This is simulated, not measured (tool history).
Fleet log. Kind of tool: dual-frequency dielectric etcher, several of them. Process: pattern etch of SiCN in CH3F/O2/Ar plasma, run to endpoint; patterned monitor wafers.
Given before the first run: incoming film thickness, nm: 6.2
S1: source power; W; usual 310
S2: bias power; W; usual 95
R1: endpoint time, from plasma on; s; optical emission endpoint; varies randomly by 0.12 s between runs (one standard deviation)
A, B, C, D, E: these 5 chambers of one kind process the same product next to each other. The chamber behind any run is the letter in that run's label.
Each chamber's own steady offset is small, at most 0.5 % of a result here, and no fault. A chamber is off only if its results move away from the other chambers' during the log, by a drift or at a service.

{"run": "1D", "hour": 10.6, "S1": 310, "S2": 95, "R1": 16.506}
{"run": "2C", "hour": 21.0, "S1": 310, "S2": 95, "R1": 16.303}
{"run": "3E", "hour": 27.7, "S1": 310, "S2": 95, "R1": 16.379}
{"run": "4B", "hour": 37.1, "S1": 310, "S2": 95, "R1": 16.464}
{"run": "5A", "hour": 42.8, "S1": 310, "S2": 95, "R1": 16.532}
{"run": "6B", "hour": 52.8, "S1": 310, "S2": 95, "R1": 16.648}
{"run": "7E", "hour": 61.7, "S1": 310, "S2": 95, "R1": 16.318}
{"run": "8D", "hour": 69.9, "S1": 390, "S2": 73, "R1": 16.53}
{"run": "9A", "hour": 76.9, "S1": 390, "S2": 73, "R1": 16.785}
{"run": "10C", "hour": 82.9, "S1": 390, "S2": 73, "R1": 16.748}
{"run": "11E", "hour": 95.8, "S1": 390, "S2": 73, "R1": 16.599}
{"run": "12B", "hour": 101.8, "S1": 390, "S2": 73, "R1": 16.589}
{"run": "13D", "hour": 114.8, "S1": 310, "S2": 95, "R1": 16.5}
{"run": "14A", "hour": 127.2, "S1": 370, "S2": 112, "R1": 14.55}
{"run": "15C", "hour": 139.9, "S1": 370, "S2": 112, "R1": 14.413}
{"run": "16A", "hour": 150.2, "S1": 370, "S2": 112, "R1": 14.355}
{"hour": 155.9, "done": "chamber C: wet clean of the chamber"}
{"run": "17C", "hour": 162.1, "S1": 370, "S2": 112, "R1": 14.503}
{"run": "18E", "hour": 169.9, "S1": 370, "S2": 112, "R1": 14.305}
{"run": "19D", "hour": 175.8, "S1": 310, "S2": 95, "R1": 16.483}
{"run": "20B", "hour": 187.4, "S1": 310, "S2": 95, "R1": 16.401}
{"run": "21D", "hour": 193.3, "S1": 310, "S2": 95, "R1": 16.44}
{"hour": 201.1, "done": "chamber D: bias power generator calibrated"}
{"run": "22A", "hour": 204.3, "S1": 310, "S2": 95, "R1": 16.272}
{"run": "23B", "hour": 215.3, "S1": 310, "S2": 95, "R1": 16.329}
{"hour": 216.9, "done": "chamber B: wet clean of the chamber"}
{"run": "24C", "hour": 221.8, "S1": 280, "S2": 112, "R1": 15.933}
{"run": "25E", "hour": 227.7, "S1": 280, "S2": 112, "R1": 15.734}
{"run": "26A", "hour": 237.3, "S1": 280, "S2": 112, "R1": 15.948}
{"run": "27E", "hour": 249.3, "S1": 280, "S2": 112, "R1": 15.931}
{"run": "28B", "hour": 262.2, "S1": 280, "S2": 112, "R1": 16.125}
{"run": "29C", "hour": 273.6, "S1": 310, "S2": 95, "R1": 16.425}
{"run": "30D", "hour": 283.3, "S1": 310, "S2": 95, "R1": 16.376}
{"run": "31A", "hour": 292.7, "S1": 310, "S2": 95, "R1": 16.399}
{"run": "32D", "hour": 300.3, "S1": 310, "S2": 95, "R1": 16.441}
{"run": "33C", "hour": 309.2, "S1": 310, "S2": 95, "R1": 16.433}
{"run": "34B", "hour": 317.1, "S1": 310, "S2": 95, "R1": 16.337}

Has any chamber moved away from the others, gradually or after a service, or does the common gauge drift, or do the chambers differ only by their own small steady offsets? State the chamber and the most likely cause if one applies.

No chamber stands off beyond its own small offset, and the gauge holds steady.
